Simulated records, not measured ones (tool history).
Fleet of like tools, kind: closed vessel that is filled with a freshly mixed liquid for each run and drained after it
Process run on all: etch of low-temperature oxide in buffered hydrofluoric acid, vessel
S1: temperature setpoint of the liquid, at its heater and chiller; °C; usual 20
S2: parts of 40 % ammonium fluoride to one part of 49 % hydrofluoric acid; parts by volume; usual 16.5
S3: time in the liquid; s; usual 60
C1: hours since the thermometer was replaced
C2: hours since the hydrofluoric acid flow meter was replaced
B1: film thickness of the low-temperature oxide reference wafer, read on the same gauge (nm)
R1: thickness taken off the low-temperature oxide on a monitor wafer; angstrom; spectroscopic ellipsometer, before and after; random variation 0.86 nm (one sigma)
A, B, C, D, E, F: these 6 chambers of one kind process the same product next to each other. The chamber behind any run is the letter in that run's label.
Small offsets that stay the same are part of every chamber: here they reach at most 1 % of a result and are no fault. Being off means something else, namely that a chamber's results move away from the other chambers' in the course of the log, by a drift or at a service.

run     day    S1    S2  S3      C1      C2      B1      R1
 1D   0.375    20  16.5  60  1895.1   468.5  89.991  866.74
 2E   0.667    20  16.5  60  1704.7   318.6  90.005  862.27
 3C   0.929    20  16.5  60    44.2  1119.9  89.982  865.29
 4F   1.208    20  16.5  60   127.4  1853.4  90.017  866.37
 5B     1.7    20  16.5  60   490.7  2148.1  90.053  878.79
 6A     2.1    20  16.5  60  1269.2  1225.4  90.022  870.18
 7B   2.367  24.5  16.5  60   506.7  2164.1  90.025  1117.1
 8D   2.642  24.5  16.5  60  1949.5   522.9  90.032  1107.6
 9A   2.938  24.5  16.5  60  1289.3  1245.5  90.004  1129.9
      3.208  -- chamber F: hydrofluoric acid flow meter replaced
10F   3.421  24.5  16.5  60   180.5     5.2  90.015  1117.7
11E   3.929  24.5  16.5  60    1783   396.9  89.991    1107
12C   4.233  24.5  16.5  60   123.5  1199.2  90.039  1127.1
13B   4.504    20  16.5  60     558  2215.4   89.98  887.47
14D   4.962    20  16.5  60  2005.2   578.6  90.032  877.47
15E   5.421    20  16.5  60  1818.8   432.7  89.976  880.15
16C   5.692    20  20.5  60   158.5  1234.2  89.992  722.58
17F   6.083    20  20.5  60   244.4    69.1  89.964  705.49
18A   6.638    20  20.5  60  1378.1  1334.3  90.009  712.21
19C   7.012    20  20.5  60   190.2  1265.9  89.963  700.86
20D   7.267    20  20.5  60  2060.5   633.9  90.035  696.38
21B   7.762    20  20.5  60   636.2  2293.6  89.987   732.7
22E   8.183    20  16.5  60  1885.1     499  90.017  871.78
23F   8.646    20  16.5  60   305.9   130.6  90.009  879.22
24A     9.2    20  16.5  60  1439.6  1395.8  90.017  880.69
25D   9.608    23    22  60  2116.7   690.1   90.02  788.27
26F  10.017    23    22  60   338.8   163.5  89.986  780.38
     10.112  -- chamber D: thermometer replaced
27A  10.429    23    22  60  1469.1  1425.3  89.977  806.72
28B  10.779    23    22  60   708.6    2366  89.988  874.46
     10.925  -- chamber B: hydrofluoric acid flow meter replaced
29E  11.121    23    22  60  1955.6   569.5  90.011  792.29
30C  11.538    23    22  60   298.8  1374.5  90.061  799.89
31E  11.804    20  16.5  60    1972   585.9  89.994  865.79
32C  12.062    20  16.5  60   311.4  1387.1  89.948  891.79
33B  12.362  24.5  16.5  45   746.6    34.6  90.004  904.06
34F  12.708  24.5  16.5  45   403.4   228.1  89.953  827.05
35A  13.262  24.5  16.5  45  1537.1  1493.3  89.998  845.43
     13.283  -- chamber E: thermometer replaced
36D  13.817  24.5  16.5  45    88.9   791.1  90.024  828.99
37A  14.254  24.5  16.5  45  1560.9  1517.1  89.978  848.15
38C  14.546  24.5  16.5  45     371  1446.7  89.959  854.59
39B  14.875    20  16.5  60   806.9    94.9  89.968  976.31
40D  15.208    20  16.5  60   122.3   824.5  90.032  883.91
41E  15.588    20  22.5  75    55.3   676.7  89.966  832.98
42F      16    20  22.5  75   482.4   307.1  89.981  839.55
43E  16.283    20  22.5  75      72   693.4  89.994  828.42

The same settings go to every chamber for the next run, one line per chamber below. Forecast the results for each:
44A  16.683  17  16.5  60               ?
44B  16.683  17  16.5  60               ?
44C  16.683  17  16.5  60               ?
44D  16.683  17  16.5  60               ?
44E  16.683  17  16.5  60               ?
44F  16.683  17  16.5  60               ?

run      R1
44A  743.27
44B  846.47
44C  744.89
44D  728.55
44E  733.67
44F  734.32
